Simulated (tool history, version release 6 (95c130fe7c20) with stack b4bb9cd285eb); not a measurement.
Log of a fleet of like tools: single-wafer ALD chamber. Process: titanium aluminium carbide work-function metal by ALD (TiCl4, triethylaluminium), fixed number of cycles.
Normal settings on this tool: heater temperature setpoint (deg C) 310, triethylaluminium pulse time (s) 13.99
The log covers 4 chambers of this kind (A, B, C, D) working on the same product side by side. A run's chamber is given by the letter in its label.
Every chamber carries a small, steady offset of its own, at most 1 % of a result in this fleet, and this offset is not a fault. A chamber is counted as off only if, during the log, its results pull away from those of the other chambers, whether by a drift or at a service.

| run | hour | heater temperature setpoint (deg C) | triethylaluminium pulse time (s) | read-back reference wafer on the same gauge, thickness_nm | mean film thickness on the monitor wafer (Å) |
|---|---|---|---|---|---|
| 1D | 5.1 | 310 | 13.99 | 2.2796 | 21.387 |
| 2B | 7.9 | 310 | 13.99 | 2.2794 | 21.467 |
| 3A | 12.9 | 310 | 13.99 | 2.2795 | 21.310 |
| 4C | 15.8 | 310 | 13.99 | 2.2794 | 21.397 |
| 5D | 19.2 | 310 | 13.99 | 2.2783 | 21.431 |
| 6A | 24.5 | 310 | 13.99 | 2.2784 | 21.327 |
| 7C | 28.4 | 310 | 13.99 | 2.2781 | 21.373 |
| 8B | 31.7 | 310 | 13.99 | 2.2769 | 21.433 |
| 9A | 34.1 | 310 | 13.99 | 2.2764 | 21.296 |
| 10C | 37.7 | 323 | 11.27 | 2.2753 | 22.236 |
| 11D | 42.9 | 323 | 11.27 | 2.2765 | 22.262 |
| 12B | 46.2 | 323 | 11.27 | 2.2759 | 22.363 |
| 13B | 50.4 | 323 | 11.27 | 2.2754 | 22.370 |
| 14D | 55.1 | 310 | 13.99 | 2.2753 | 21.403 |
| 15A | 58.0 | 310 | 13.99 | 2.2740 | 21.247 |
| 16C | 62.1 | 310 | 13.99 | 2.2734 | 21.389 |
| 17C | 67.6 | 310 | 13.99 | 2.2734 | 21.427 |
| 18A | 73.1 | 303 | 13.99 | 2.2737 | 20.572 |
| 19B | 77.9 | 303 | 13.99 | 2.2727 | 20.798 |
| 20D | 82.1 | 303 | 13.99 | 2.2717 | 20.752 |
| 21B | 86.1 | 303 | 13.99 | 2.2726 | 20.786 |
| 22A | 91.3 | 310 | 13.99 | 2.2715 | 21.258 |
| 23D | 96.2 | 310 | 13.99 | 2.2708 | 21.267 |
| 24C | 100.0 | 310 | 13.99 | 2.2712 | 21.302 |
| 25D | 104.5 | 303 | 10.28 | 2.2709 | 20.176 |
| 26C | 109.1 | 303 | 10.28 | 2.2692 | 20.255 |
| 27B | 112.8 | 303 | 10.28 | 2.2688 | 20.351 |
| 28A | 117.3 | 303 | 10.28 | 2.2682 | 20.153 |
| 29B | 120.1 | 322 | 12.30 | 2.2685 | 22.325 |
| 30A | 125.7 | 322 | 12.30 | 2.2689 | 22.179 |
| 31D | 128.8 | 322 | 12.30 | 2.2670 | 22.211 |
| 32C | 132.6 | 322 | 12.30 | 2.2676 | 22.242 |
| 33B | 135.7 | 310 | 13.99 | 2.2668 | 21.339 |
| 34D | 141.2 | 310 | 13.99 | 2.2674 | 21.302 |
| 35A | 144.4 | 310 | 13.99 | 2.2660 | 21.131 |
| 36C | 148.4 | 310 | 13.99 | 2.2661 | 21.333 |
| 37D | 153.0 | 310 | 13.99 | 2.2659 | 21.294 |
| 38C | 157.1 | 324 | 13.99 | 2.2652 | 22.532 |
| 39B | 162.0 | 324 | 13.99 | 2.2645 | 22.623 |

All chambers now run identical settings, listed one chamber a line with results as question marks. What results will each chamber show?
| 40A | 166.0 | 324 | 13.99 |  | ? |
| 40B | 166.0 | 324 | 13.99 |  | ? |
| 40C | 166.0 | 324 | 13.99 |  | ? |
| 40D | 166.0 | 324 | 13.99 |  | ? |

| run | mean film thickness on the monitor wafer (Å) |
|---|---|
| 40A | 22.417 |
| 40B | 22.584 |
| 40C | 22.496 |
| 40D | 22.569 |

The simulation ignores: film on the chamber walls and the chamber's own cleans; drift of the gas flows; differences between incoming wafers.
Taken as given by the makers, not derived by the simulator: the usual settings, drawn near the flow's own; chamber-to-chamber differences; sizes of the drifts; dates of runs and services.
